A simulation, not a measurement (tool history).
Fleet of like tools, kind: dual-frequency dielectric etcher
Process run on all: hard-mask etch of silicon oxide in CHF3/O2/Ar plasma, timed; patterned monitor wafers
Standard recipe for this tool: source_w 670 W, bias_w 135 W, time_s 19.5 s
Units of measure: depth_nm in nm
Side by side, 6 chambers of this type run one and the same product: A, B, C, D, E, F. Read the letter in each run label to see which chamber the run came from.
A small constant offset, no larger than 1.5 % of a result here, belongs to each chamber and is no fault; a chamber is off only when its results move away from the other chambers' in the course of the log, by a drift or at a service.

run,hour,source_w,bias_w,time_s,hours since the last wet clean,hours since the last source power generator calibration,hours since the last bias power generator calibration,"read-back reference wafer on the same gauge, depth_nm",depth_nm
# hour 2.7: chamber D: wet clean of the chamber
1E,11.7,670,135,19.5,138.8,2000,907.8,36.812,36.535
2C,22.3,670,135,19.5,393.5,2303.9,1403.7,36.799,36.544
3A,38.7,670,135,19.5,385.5,950.1,1523,36.757,36.636
4D,48.6,670,135,19.5,45.9,3906.4,1432.8,36.83,36.595
5F,57.8,670,135,19.5,278.1,2187.5,1313.5,36.786,36.998
# hour 59.1: chamber C: wet clean of the chamber
6B,74.4,670,135,19.5,269.6,2198.2,3849.1,36.783,36.272
# hour 75.8: chamber C: source power generator calibrated
7F,90.6,670,135,19.5,310.9,2220.3,1346.3,36.801,37.46
# hour 91.8: chamber A: wet clean of the chamber
8E,103.9,670,135,19.5,231,2092.2,1000,36.785,36.665
9B,118.3,600,109,19.5,313.5,2242.1,3893,36.803,32.198
10D,134.7,600,109,19.5,132,3992.5,1518.9,36.775,32.635
11A,146.7,600,109,19.5,54.9,1058.1,1631,36.766,32.786
12C,161.4,600,109,19.5,102.4,85.7,1542.8,36.758,32.667
13E,176,600,109,19.5,303.1,2164.3,1072.1,36.8,32.594
# hour 180.6: chamber B: bias power generator calibrated
# hour 186.3: chamber F: wet clean of the chamber
14A,191.2,600,109,19.5,99.4,1102.6,1675.5,36.843,32.449
15B,198.8,740,145,19.5,394,2322.6,18.3,36.749,38.22
# hour 206: chamber E: wet clean of the chamber
16F,209.6,740,145,19.5,23.4,2339.3,1465.3,36.782,39.667
17D,222.9,740,145,19.5,220.2,4080.7,1607.1,36.842,38.798
18C,231.7,740,145,19.5,172.7,156,1613.1,36.774,38.687
19E,240.7,740,145,19.5,34.7,2229,1136.8,36.784,38.37
20B,254.9,740,145,19.5,450.1,2378.7,74.4,36.857,37.899
21C,271,670,135,19.5,212,195.3,1652.4,36.741,36.665
22D,287.5,670,135,19.5,284.8,4145.3,1671.7,36.784,36.87
23F,302.4,670,135,19.5,116.2,2432.1,1558.1,36.847,37.436
24A,314.4,580,135,19.5,222.6,1225.8,1798.7,36.775,34.85
25B,326,580,135,19.5,521.2,2449.8,145.5,36.77,33.707
# hour 329.5: chamber F: source power generator calibrated
26E,333.3,580,135,19.5,127.3,2321.6,1229.4,36.824,34.542
27D,347,580,135,19.5,344.3,4204.8,1731.2,36.818,34.528
28C,361.9,580,135,19.5,302.9,286.2,1743.3,36.844,34.248
29F,374.8,580,135,19.5,188.6,45.3,1630.5,36.793,35.234
# hour 382.5: chamber D: source power generator calibrated
30A,390.7,670,135,19.5,298.9,1302.1,1875,36.747,36.596
31B,406.5,670,135,19.5,601.7,2530.3,226,36.814,35.289
32E,416.6,670,135,19.5,210.6,2404.9,1312.7,36.762,36.434
# hour 419.4: chamber D: wet clean of the chamber
33C,425.4,670,135,19.5,366.4,349.7,1806.8,36.804,36.316
34D,436.8,670,135,19.5,17.4,54.4,1821,36.815,36.585
35A,453.5,670,135,19.5,361.7,1364.9,1937.8,36.831,36.279
36F,469.2,670,135,19.5,283,139.7,1724.9,36.804,37.252
37C,484.7,670,135,19.5,425.7,409,1866.1,36.821,36.453
38D,492.6,670,135,19.5,73.2,110.2,1876.8,36.809,36.809
39F,501.1,550,148,19.5,314.9,171.6,1756.8,36.807,35.348
40B,515.6,550,148,19.5,710.8,2639.4,335.1,36.818,33.584
41A,523.1,550,148,19.5,431.3,1434.5,2007.4,36.828,35.069
42E,533,550,148,19.5,327,2521.3,1429.1,36.856,35.072
43B,546.7,550,148,19.5,741.9,2670.5,366.2,36.783,33.51

Is one chamber off against the others, does the gauge drift, or is nothing wrong? If a chamber is off, say which, and what the likeliest cause is.

It is chamber B that slowly wanders off from its peers.
Cause: etch rate under this chamber's usual, % = 3.31.

Here are 4 candidates for chamber B's next run, each the usual settings with a change, their results left as question marks. Which one brings its results back in line with what the others give on the usual settings?
In-line tolerance around the mean of the other chambers on the usual settings: depth_nm 0.71 nm
44B-1,558.7,670,135,20.5,,,,,?
44B-2,558.7,690,135,19.5,,,,,?
44B-3,558.7,600,135,19.5,,,,,?
44B-4,558.7,660,134,19.5,,,,,?

Usual-settings mean across the other chambers: depth_nm 36.665 nm
run,depth_nm
44B-1,36.891
44B-2,35.499
44B-3,33.605
44B-4,34.804
It is 44B-1 that realigns the chamber with its peers.
